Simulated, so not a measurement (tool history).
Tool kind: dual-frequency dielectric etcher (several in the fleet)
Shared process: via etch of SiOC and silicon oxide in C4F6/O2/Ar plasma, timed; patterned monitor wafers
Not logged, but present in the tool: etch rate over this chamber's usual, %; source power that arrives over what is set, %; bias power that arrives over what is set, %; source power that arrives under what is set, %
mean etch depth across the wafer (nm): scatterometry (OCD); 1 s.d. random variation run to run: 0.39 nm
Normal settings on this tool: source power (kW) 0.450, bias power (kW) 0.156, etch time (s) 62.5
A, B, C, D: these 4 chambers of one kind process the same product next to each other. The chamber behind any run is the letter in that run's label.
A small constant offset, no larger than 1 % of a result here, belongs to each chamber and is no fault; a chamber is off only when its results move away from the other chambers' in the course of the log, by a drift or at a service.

run	hour	source power (kW)	bias power (kW)	etch time (s)	hours since the last wet clean	hours since the last source power generator calibration	hours since the last bias power generator calibration	read-back reference wafer on the same gauge, depth_nm	mean etch depth across the wafer (nm)
1A	10.2	0.450	0.156	62.5	41.2	1990.0	343.8	71.994	71.316
2B	23.4	0.450	0.156	62.5	254.4	1748.7	1954.8	71.861	71.580
3D	39.6	0.450	0.156	62.5	348.6	3334.6	329.8	71.980	69.315
4C	47.3	0.450	0.156	62.5	242.9	3093.3	61.9	71.899	70.994
5C	55.5	0.450	0.156	62.5	251.1	3101.5	70.1	71.836	70.453
6A	67.4	0.450	0.156	62.5	98.4	2047.2	401.0	71.779	71.015
# hour 68.0: chamber D: wet clean of the chamber
7D	78.5	0.380	0.156	62.5	10.5	3373.5	368.7	71.879	65.148
8B	94.1	0.380	0.156	62.5	325.1	1819.4	2025.5	72.014	66.631
9A	108.2	0.380	0.156	62.5	139.2	2088.0	441.8	71.930	66.005
10D	118.1	0.380	0.156	62.5	50.1	3413.1	408.3	71.853	65.646
11B	134.5	0.450	0.156	62.5	365.5	1859.8	2065.9	71.975	71.585
12C	142.2	0.450	0.156	62.5	337.8	3188.2	156.8	71.971	70.140
13C	153.3	0.450	0.156	62.5	348.9	3199.3	167.9	71.874	71.360
14D	166.4	0.450	0.156	62.5	98.4	3461.4	456.6	71.881	69.824
15A	180.6	0.450	0.156	62.5	211.6	2160.4	514.2	71.817	70.966
16B	189.2	0.450	0.128	76.5	420.2	1914.5	2120.6	71.773	82.201
# hour 193.2: chamber B: wet clean of the chamber
17D	201.1	0.450	0.128	76.5	133.1	3496.1	491.3	71.876	82.111
18B	215.5	0.450	0.128	76.5	22.3	1940.8	2146.9	71.922	81.580
19C	228.3	0.450	0.128	76.5	423.9	3274.3	242.9	71.853	80.621
20A	239.1	0.450	0.156	62.5	270.1	2218.9	572.7	71.829	70.743
# hour 251.3: chamber A: source power generator calibrated
21C	254.0	0.450	0.156	62.5	449.6	3300.0	268.6	71.965	70.196
22D	269.8	0.450	0.156	62.5	201.8	3564.8	560.0	71.972	70.021
23B	277.9	0.450	0.156	62.5	84.7	2003.2	2209.3	71.901	72.336
24A	285.8	0.450	0.156	62.5	316.8	34.5	619.4	71.876	70.649
25C	300.1	0.450	0.156	62.5	495.7	3346.1	314.7	71.948	70.719
26B	315.3	0.380	0.156	62.5	122.1	2040.6	2246.7	71.838	65.973
27D	329.9	0.380	0.156	62.5	261.9	3624.9	620.1	71.875	65.842
28A	341.4	0.380	0.156	62.5	372.4	90.1	675.0	71.964	66.378
29B	357.2	0.380	0.156	62.5	164.0	2082.5	2288.6	72.029	67.065
30A	367.7	0.450	0.156	62.5	398.7	116.4	701.3	71.989	70.406
31C	382.2	0.450	0.156	62.5	577.8	3428.2	396.8	71.915	70.357
32D	394.8	0.450	0.156	62.5	326.8	3689.8	685.0	71.820	69.662
# hour 405.7: chamber D: wet clean of the chamber
33D	407.4	0.450	0.156	62.5	1.8	3702.4	697.6	71.883	69.616

All chambers now run identical settings, listed one chamber a line with results as question marks. What results will each chamber show?
34A	419.3	0.450	0.188	62.5					?
34B	419.3	0.450	0.188	62.5					?
34C	419.3	0.450	0.188	62.5					?
34D	419.3	0.450	0.188	62.5					?

run	mean etch depth across the wafer (nm)
34A	75.432
34B	74.954
34C	74.612
34D	73.992

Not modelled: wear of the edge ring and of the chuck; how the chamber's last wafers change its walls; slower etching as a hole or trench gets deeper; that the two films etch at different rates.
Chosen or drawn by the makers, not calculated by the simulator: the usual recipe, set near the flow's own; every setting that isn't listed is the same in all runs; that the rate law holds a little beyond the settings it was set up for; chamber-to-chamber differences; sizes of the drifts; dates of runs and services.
